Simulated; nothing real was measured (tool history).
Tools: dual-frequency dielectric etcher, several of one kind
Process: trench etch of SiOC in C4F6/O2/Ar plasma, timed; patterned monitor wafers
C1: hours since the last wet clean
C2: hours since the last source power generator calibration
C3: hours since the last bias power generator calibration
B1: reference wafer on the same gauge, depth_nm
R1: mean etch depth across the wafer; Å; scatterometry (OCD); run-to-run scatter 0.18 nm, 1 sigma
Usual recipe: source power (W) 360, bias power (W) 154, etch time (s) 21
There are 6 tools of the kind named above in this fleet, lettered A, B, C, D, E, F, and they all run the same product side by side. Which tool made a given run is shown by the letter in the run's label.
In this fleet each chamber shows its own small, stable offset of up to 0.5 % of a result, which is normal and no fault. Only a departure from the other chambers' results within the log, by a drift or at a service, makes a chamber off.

{"run": "1B", "hour": 5.5, "source power (W)": 360, "bias power (W)": 154, "etch time (s)": 21, "C1": 128.4, "C2": 2497.3, "C3": 968.5, "B1": 33.117, "R1": 399.06}
{"run": "2D", "hour": 10.5, "source power (W)": 360, "bias power (W)": 154, "etch time (s)": 21, "C1": 331.8, "C2": 1148.9, "C3": 2813.4, "B1": 33.126, "R1": 402.36}
{"run": "3E", "hour": 16.8, "source power (W)": 360, "bias power (W)": 154, "etch time (s)": 21, "C1": 334.6, "C2": 1962.4, "C3": 2809.4, "B1": 33.108, "R1": 398.16}
{"run": "4A", "hour": 24.3, "source power (W)": 360, "bias power (W)": 154, "etch time (s)": 21, "C1": 320.5, "C2": 1573.1, "C3": 2435.6, "B1": 33.132, "R1": 399.32}
{"run": "5C", "hour": 31.6, "source power (W)": 360, "bias power (W)": 154, "etch time (s)": 21, "C1": 357, "C2": 325.9, "C3": 159.2, "B1": 33.127, "R1": 401.38}
{"run": "6F", "hour": 35.8, "source power (W)": 360, "bias power (W)": 154, "etch time (s)": 21, "C1": 214.5, "C2": 3402.5, "C3": 1628.3, "B1": 33.105, "R1": 399.96}
{"run": "7D", "hour": 42.7, "source power (W)": 360, "bias power (W)": 154, "etch time (s)": 21, "C1": 364, "C2": 1181.1, "C3": 2845.6, "B1": 33.127, "R1": 400.72}
{"run": "8B", "hour": 47.3, "source power (W)": 360, "bias power (W)": 154, "etch time (s)": 21, "C1": 170.2, "C2": 2539.1, "C3": 1010.3, "B1": 33.099, "R1": 396.67}
{"run": "9C", "hour": 54.2, "source power (W)": 360, "bias power (W)": 154, "etch time (s)": 21, "C1": 379.6, "C2": 348.5, "C3": 181.8, "B1": 33.141, "R1": 400.79}
{"run": "10F", "hour": 60.1, "source power (W)": 360, "bias power (W)": 154, "etch time (s)": 21, "C1": 238.8, "C2": 3426.8, "C3": 1652.6, "B1": 33.06, "R1": 401.72}
{"run": "11A", "hour": 64.0, "source power (W)": 360, "bias power (W)": 154, "etch time (s)": 21, "C1": 360.2, "C2": 1612.8, "C3": 2475.3, "B1": 33.121, "R1": 398.7}
{"run": "12E", "hour": 69.5, "source power (W)": 360, "bias power (W)": 154, "etch time (s)": 21, "C1": 387.3, "C2": 2015.1, "C3": 2862.1, "B1": 33.084, "R1": 397.47}
{"run": "13F", "hour": 74.6, "source power (W)": 360, "bias power (W)": 154, "etch time (s)": 21, "C1": 253.3, "C2": 3441.3, "C3": 1667.1, "B1": 33.11, "R1": 400.41}
{"run": "14E", "hour": 80.6, "source power (W)": 360, "bias power (W)": 154, "etch time (s)": 21, "C1": 398.4, "C2": 2026.2, "C3": 2873.2, "B1": 33.115, "R1": 396.74}
{"run": "15A", "hour": 86.7, "source power (W)": 360, "bias power (W)": 154, "etch time (s)": 21, "C1": 382.9, "C2": 1635.5, "C3": 2498, "B1": 33.126, "R1": 398.64}
{"run": "16C", "hour": 91.6, "source power (W)": 360, "bias power (W)": 154, "etch time (s)": 21, "C1": 417, "C2": 385.9, "C3": 219.2, "B1": 33.112, "R1": 398.5}
{"run": "17D", "hour": 96.2, "source power (W)": 360, "bias power (W)": 154, "etch time (s)": 21, "C1": 417.5, "C2": 1234.6, "C3": 2899.1, "B1": 33.124, "R1": 402.81}
{"run": "18B", "hour": 103.8, "source power (W)": 360, "bias power (W)": 154, "etch time (s)": 21, "C1": 226.7, "C2": 2595.6, "C3": 1066.8, "B1": 33.121, "R1": 397.05}
{"run": "19D", "hour": 107.6, "source power (W)": 360, "bias power (W)": 154, "etch time (s)": 21, "C1": 428.9, "C2": 1246, "C3": 2910.5, "B1": 33.103, "R1": 404.48}
{"run": "20C", "hour": 112.9, "source power (W)": 420, "bias power (W)": 154, "etch time (s)": 17, "C1": 438.3, "C2": 407.2, "C3": 240.5, "B1": 33.123, "R1": 345.21}
{"run": "21F", "hour": 120.1, "source power (W)": 420, "bias power (W)": 154, "etch time (s)": 17, "C1": 298.8, "C2": 3486.8, "C3": 1712.6, "B1": 33.115, "R1": 345.61}
{"run": "22E", "hour": 124.8, "source power (W)": 420, "bias power (W)": 154, "etch time (s)": 17, "C1": 442.6, "C2": 2070.4, "C3": 2917.4, "B1": 33.093, "R1": 342.88}
{"hour": 131.5, "done": "chamber A: wet clean of the chamber"}
{"run": "23A", "hour": 132.4, "source power (W)": 420, "bias power (W)": 154, "etch time (s)": 17, "C1": 1, "C2": 1681.2, "C3": 2543.7, "B1": 33.129, "R1": 343.76}
{"run": "24B", "hour": 139.0, "source power (W)": 420, "bias power (W)": 154, "etch time (s)": 17, "C1": 261.9, "C2": 2630.8, "C3": 1102, "B1": 33.1, "R1": 343.3}
{"run": "25A", "hour": 144.8, "source power (W)": 420, "bias power (W)": 154, "etch time (s)": 17, "C1": 13.4, "C2": 1693.6, "C3": 2556.1, "B1": 33.068, "R1": 341.25}
{"hour": 149.6, "done": "chamber F: wet clean of the chamber"}
{"run": "26F", "hour": 150.5, "source power (W)": 360, "bias power (W)": 154, "etch time (s)": 21, "C1": 0.9, "C2": 3517.2, "C3": 1743, "B1": 33.093, "R1": 400.97}
{"run": "27C", "hour": 154.2, "source power (W)": 360, "bias power (W)": 154, "etch time (s)": 21, "C1": 479.6, "C2": 448.5, "C3": 281.8, "B1": 33.133, "R1": 402.4}
{"run": "28B", "hour": 158.0, "source power (W)": 360, "bias power (W)": 154, "etch time (s)": 21, "C1": 280.9, "C2": 2649.8, "C3": 1121, "B1": 33.073, "R1": 399.52}
{"run": "29D", "hour": 162.8, "source power (W)": 360, "bias power (W)": 154, "etch time (s)": 21, "C1": 484.1, "C2": 1301.2, "C3": 2965.7, "B1": 33.107, "R1": 409.06}
{"run": "30E", "hour": 168.0, "source power (W)": 360, "bias power (W)": 154, "etch time (s)": 21, "C1": 485.8, "C2": 2113.6, "C3": 2960.6, "B1": 33.129, "R1": 399.91}
{"run": "31D", "hour": 173.7, "source power (W)": 360, "bias power (W)": 154, "etch time (s)": 21, "C1": 495, "C2": 1312.1, "C3": 2976.6, "B1": 33.081, "R1": 411.76}
{"hour": 175.3, "done": "chamber C: wet clean of the chamber"}
{"run": "32B", "hour": 179.8, "source power (W)": 360, "bias power (W)": 154, "etch time (s)": 21, "C1": 302.7, "C2": 2671.6, "C3": 1142.8, "B1": 33.072, "R1": 400.96}
{"run": "33A", "hour": 185.5, "source power (W)": 360, "bias power (W)": 154, "etch time (s)": 21, "C1": 54.1, "C2": 1734.3, "C3": 2596.8, "B1": 33.1, "R1": 396.77}
{"run": "34F", "hour": 191.1, "source power (W)": 360, "bias power (W)": 154, "etch time (s)": 21, "C1": 41.5, "C2": 3557.8, "C3": 1783.6, "B1": 33.1, "R1": 395.08}
{"run": "35E", "hour": 197.0, "source power (W)": 360, "bias power (W)": 154, "etch time (s)": 21, "C1": 514.8, "C2": 2142.6, "C3": 2989.6, "B1": 33.127, "R1": 400.65}
{"run": "36C", "hour": 201.6, "source power (W)": 360, "bias power (W)": 142, "etch time (s)": 21, "C1": 26.4, "C2": 495.9, "C3": 329.2, "B1": 33.079, "R1": 389.9}
{"run": "37B", "hour": 208.1, "source power (W)": 360, "bias power (W)": 142, "etch time (s)": 21, "C1": 331, "C2": 2699.9, "C3": 1171.1, "B1": 33.145, "R1": 393.81}
{"run": "38D", "hour": 215.6, "source power (W)": 360, "bias power (W)": 142, "etch time (s)": 21, "C1": 536.9, "C2": 1354, "C3": 3018.5, "B1": 33.108, "R1": 400.14}
{"run": "39C", "hour": 221.0, "source power (W)": 360, "bias power (W)": 142, "etch time (s)": 21, "C1": 45.8, "C2": 515.3, "C3": 348.6, "B1": 33.105, "R1": 390.47}
{"run": "40F", "hour": 225.2, "source power (W)": 360, "bias power (W)": 142, "etch time (s)": 21, "C1": 75.6, "C2": 3591.9, "C3": 1817.7, "B1": 33.095, "R1": 388.78}
{"run": "41A", "hour": 230.7, "source power (W)": 360, "bias power (W)": 142, "etch time (s)": 21, "C1": 99.3, "C2": 1779.5, "C3": 2642, "B1": 33.096, "R1": 386.89}
{"run": "42E", "hour": 234.8, "source power (W)": 360, "bias power (W)": 154, "etch time (s)": 21, "C1": 552.6, "C2": 2180.4, "C3": 3027.4, "B1": 33.117, "R1": 398.88}
{"hour": 237.3, "done": "chamber E: wet clean of the chamber"}
{"run": "43E", "hour": 239.6, "source power (W)": 360, "bias power (W)": 154, "etch time (s)": 21, "C1": 2.3, "C2": 2185.2, "C3": 3032.2, "B1": 33.124, "R1": 398.96}

Which is it: a chamber that has drifted or been left off by a service, a gauge drift common to all chambers, or only each chamber's usual small offset? If a chamber is off, name it and its likeliest cause.

It is chamber D that slowly wanders off from its peers.
Most likely cause: etch rate over this chamber's usual, % = 3.32.

Chamber D could run next with any of the 4 candidate recipes listed below; each alters the usual settings, and their results appear as question marks. Which one brings its results back in line with what the other chambers deliver on the usual settings?
Maximum distance from the other chambers' mean on the usual settings for a result to count as in line: R1 6.3 Å
{"run": "44D-1", "hour": 245.2, "source power (W)": 340, "bias power (W)": 147, "etch time (s)": 21, "R1": "?"}
{"run": "44D-2", "hour": 245.2, "source power (W)": 350, "bias power (W)": 154, "etch time (s)": 21, "R1": "?"}
{"run": "44D-3", "hour": 245.2, "source power (W)": 360, "bias power (W)": 155, "etch time (s)": 21, "R1": "?"}
{"run": "44D-4", "hour": 245.2, "source power (W)": 390, "bias power (W)": 154, "etch time (s)": 21, "R1": "?"}

The other chambers' mean on the usual settings: R1 399.22 Å
run=44D-1 R1=399.24
run=44D-2 R1=409.6
run=44D-3 R1=414.94
run=44D-4 R1=427.23
Change 44D-1 lands the chamber within the allowed miss of the other chambers.

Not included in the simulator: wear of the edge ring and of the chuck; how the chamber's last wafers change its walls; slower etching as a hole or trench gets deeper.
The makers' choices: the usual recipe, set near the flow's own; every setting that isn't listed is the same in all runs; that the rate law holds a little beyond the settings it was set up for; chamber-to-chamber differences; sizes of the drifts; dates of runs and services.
